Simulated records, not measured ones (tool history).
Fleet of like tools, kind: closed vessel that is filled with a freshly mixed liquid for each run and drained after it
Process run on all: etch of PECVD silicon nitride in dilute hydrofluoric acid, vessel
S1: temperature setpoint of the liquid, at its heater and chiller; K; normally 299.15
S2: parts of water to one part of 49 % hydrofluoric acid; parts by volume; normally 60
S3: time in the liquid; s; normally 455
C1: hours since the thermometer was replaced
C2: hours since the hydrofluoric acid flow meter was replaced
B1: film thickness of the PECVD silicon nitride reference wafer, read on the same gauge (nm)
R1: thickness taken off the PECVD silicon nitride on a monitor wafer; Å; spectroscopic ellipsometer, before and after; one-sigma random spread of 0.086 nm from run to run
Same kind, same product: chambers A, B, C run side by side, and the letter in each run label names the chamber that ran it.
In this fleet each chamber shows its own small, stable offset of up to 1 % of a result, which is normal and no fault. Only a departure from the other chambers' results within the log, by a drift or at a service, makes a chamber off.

{"run": "1A", "hour": 11.0, "S1": 299.15, "S2": 60, "S3": 455, "C1": 1805.4, "C2": 2127.9, "B1": 79.974, "R1": 206.95}
{"run": "2B", "hour": 19.5, "S1": 299.15, "S2": 60, "S3": 455, "C1": 1249.2, "C2": 486.5, "B1": 80.045, "R1": 205.74}
{"run": "3C", "hour": 25.1, "S1": 299.15, "S2": 60, "S3": 455, "C1": 1336.2, "C2": 1965.1, "B1": 80.016, "R1": 210.29}
{"run": "4A", "hour": 30.6, "S1": 299.15, "S2": 60, "S3": 455, "C1": 1825, "C2": 2147.5, "B1": 79.999, "R1": 208.72}
{"run": "5B", "hour": 38.3, "S1": 299.15, "S2": 60, "S3": 560, "C1": 1268, "C2": 505.3, "B1": 80.02, "R1": 254.11}
{"run": "6C", "hour": 47.7, "S1": 299.15, "S2": 60, "S3": 560, "C1": 1358.8, "C2": 1987.7, "B1": 79.967, "R1": 259.25}
{"run": "7C", "hour": 59.2, "S1": 299.15, "S2": 60, "S3": 560, "C1": 1370.3, "C2": 1999.2, "B1": 80.04, "R1": 259.13}
{"run": "8A", "hour": 70.8, "S1": 299.15, "S2": 60, "S3": 455, "C1": 1865.2, "C2": 2187.7, "B1": 79.982, "R1": 206.46}
{"run": "9B", "hour": 82.5, "S1": 299.15, "S2": 60, "S3": 455, "C1": 1312.2, "C2": 549.5, "B1": 80.015, "R1": 206.44}
{"run": "10B", "hour": 88.5, "S1": 299.15, "S2": 60, "S3": 455, "C1": 1318.2, "C2": 555.5, "B1": 79.979, "R1": 206.29}
{"run": "11A", "hour": 97.9, "S1": 299.15, "S2": 60, "S3": 455, "C1": 1892.3, "C2": 2214.8, "B1": 80.001, "R1": 207.51}
{"run": "12C", "hour": 108.5, "S1": 299.15, "S2": 60, "S3": 455, "C1": 1419.6, "C2": 2048.5, "B1": 80.007, "R1": 211.96}
{"run": "13B", "hour": 117.0, "S1": 299.15, "S2": 60, "S3": 455, "C1": 1346.7, "C2": 584, "B1": 79.946, "R1": 204.53}
{"run": "14A", "hour": 127.7, "S1": 299.15, "S2": 60, "S3": 455, "C1": 1922.1, "C2": 2244.6, "B1": 79.952, "R1": 208.93}
{"run": "15C", "hour": 133.8, "S1": 299.15, "S2": 60, "S3": 455, "C1": 1444.9, "C2": 2073.8, "B1": 80.011, "R1": 210.25}
{"run": "16C", "hour": 139.5, "S1": 299.15, "S2": 60, "S3": 455, "C1": 1450.6, "C2": 2079.5, "B1": 80.063, "R1": 211.71}
{"run": "17A", "hour": 149.0, "S1": 299.15, "S2": 60, "S3": 455, "C1": 1943.4, "C2": 2265.9, "B1": 80.029, "R1": 208.23}
{"run": "18B", "hour": 159.5, "S1": 299.15, "S2": 60, "S3": 455, "C1": 1389.2, "C2": 626.5, "B1": 80.001, "R1": 205.54}
{"run": "19C", "hour": 168.4, "S1": 299.15, "S2": 60, "S3": 455, "C1": 1479.5, "C2": 2108.4, "B1": 79.959, "R1": 212.88}
{"run": "20A", "hour": 175.2, "S1": 299.15, "S2": 60, "S3": 455, "C1": 1969.6, "C2": 2292.1, "B1": 79.972, "R1": 206.48}
{"run": "21B", "hour": 185.7, "S1": 299.15, "S2": 60, "S3": 455, "C1": 1415.4, "C2": 652.7, "B1": 79.976, "R1": 206.23}
{"run": "22C", "hour": 194.9, "S1": 299.15, "S2": 60, "S3": 455, "C1": 1506, "C2": 2134.9, "B1": 79.991, "R1": 213.58}
{"run": "23A", "hour": 202.8, "S1": 299.15, "S2": 60, "S3": 455, "C1": 1997.2, "C2": 2319.7, "B1": 79.988, "R1": 207.84}
{"hour": 208.2, "done": "chamber C: hydrofluoric acid flow meter replaced"}
{"run": "24B", "hour": 208.7, "S1": 297.15, "S2": 60, "S3": 350, "C1": 1438.4, "C2": 675.7, "B1": 79.975, "R1": 138.31}
{"run": "25B", "hour": 220.9, "S1": 297.15, "S2": 60, "S3": 350, "C1": 1450.6, "C2": 687.9, "B1": 80, "R1": 138.86}
{"run": "26C", "hour": 226.2, "S1": 297.15, "S2": 60, "S3": 350, "C1": 1537.3, "C2": 18, "B1": 79.996, "R1": 144.95}
{"run": "27A", "hour": 236.6, "S1": 299.15, "S2": 60, "S3": 455, "C1": 2031, "C2": 2353.5, "B1": 79.989, "R1": 207.46}
{"run": "28C", "hour": 245.2, "S1": 299.15, "S2": 60, "S3": 455, "C1": 1556.3, "C2": 37, "B1": 79.921, "R1": 214.93}
{"run": "29B", "hour": 252.1, "S1": 299.15, "S2": 60, "S3": 455, "C1": 1481.8, "C2": 719.1, "B1": 80.02, "R1": 206.73}
{"run": "30A", "hour": 260.6, "S1": 299.15, "S2": 60, "S3": 455, "C1": 2055, "C2": 2377.5, "B1": 79.984, "R1": 208.55}
{"run": "31C", "hour": 271.7, "S1": 303.65, "S2": 60, "S3": 675, "C1": 1582.8, "C2": 63.5, "B1": 79.971, "R1": 427.46}
{"run": "32A", "hour": 281.3, "S1": 303.65, "S2": 60, "S3": 675, "C1": 2075.7, "C2": 2398.2, "B1": 79.972, "R1": 414.39}
{"run": "33B", "hour": 289.3, "S1": 303.65, "S2": 60, "S3": 675, "C1": 1519, "C2": 756.3, "B1": 79.986, "R1": 403.41}
{"run": "34C", "hour": 296.1, "S1": 299.15, "S2": 60, "S3": 455, "C1": 1607.2, "C2": 87.9, "B1": 79.967, "R1": 217.64}
{"run": "35A", "hour": 308.2, "S1": 299.15, "S2": 60, "S3": 455, "C1": 2102.6, "C2": 2425.1, "B1": 79.973, "R1": 208.67}
{"run": "36B", "hour": 319.0, "S1": 299.15, "S2": 60, "S3": 455, "C1": 1548.7, "C2": 786, "B1": 80.011, "R1": 205.6}
{"run": "37C", "hour": 324.4, "S1": 299.15, "S2": 60, "S3": 455, "C1": 1635.5, "C2": 116.2, "B1": 80.038, "R1": 216.03}
{"run": "38A", "hour": 335.8, "S1": 299.15, "S2": 60, "S3": 455, "C1": 2130.2, "C2": 2452.7, "B1": 79.949, "R1": 208.35}
{"run": "39B", "hour": 346.1, "S1": 302.65, "S2": 60, "S3": 320, "C1": 1575.8, "C2": 813.1, "B1": 80.016, "R1": 180.84}
{"run": "40C", "hour": 357.1, "S1": 302.65, "S2": 60, "S3": 320, "C1": 1668.2, "C2": 148.9, "B1": 79.933, "R1": 193.27}

Decide between three cases: one chamber stands off from its peers, the gauge reading all wafers drifts, or nothing is wrong past each chamber's small offset. Where a chamber is off, say which and what most likely put it there.

It is chamber C that slowly wanders off from its peers.
Most likely cause: liquid hotter than its thermometer reads (K) = 0.762.

Chamber C could run next with any of the 4 candidate recipes listed below; each alters the usual settings, and their results appear as question marks. Which one brings its results back in line with what the other chambers deliver on the usual settings?
A result is in line if it is within this distance of the other chambers' mean on the usual settings: R1 3 Å
{"run": "41C-1", "hour": 365.9, "S1": 300.65, "S2": 60, "S3": 455, "R1": "?"}
{"run": "41C-2", "hour": 365.9, "S1": 299.15, "S2": 60, "S3": 480, "R1": "?"}
{"run": "41C-3", "hour": 365.9, "S1": 299.15, "S2": 60, "S3": 430, "R1": "?"}
{"run": "41C-4", "hour": 365.9, "S1": 298.65, "S2": 60, "S3": 425, "R1": "?"}

Usual-settings mean across the other chambers: R1 206.9 Å
run=41C-1 R1=241.4
run=41C-2 R1=230.88
run=41C-3 R1=206.83
run=41C-4 R1=197.81
41C-3 is the one that brings the chamber's results back in line with the other chambers.

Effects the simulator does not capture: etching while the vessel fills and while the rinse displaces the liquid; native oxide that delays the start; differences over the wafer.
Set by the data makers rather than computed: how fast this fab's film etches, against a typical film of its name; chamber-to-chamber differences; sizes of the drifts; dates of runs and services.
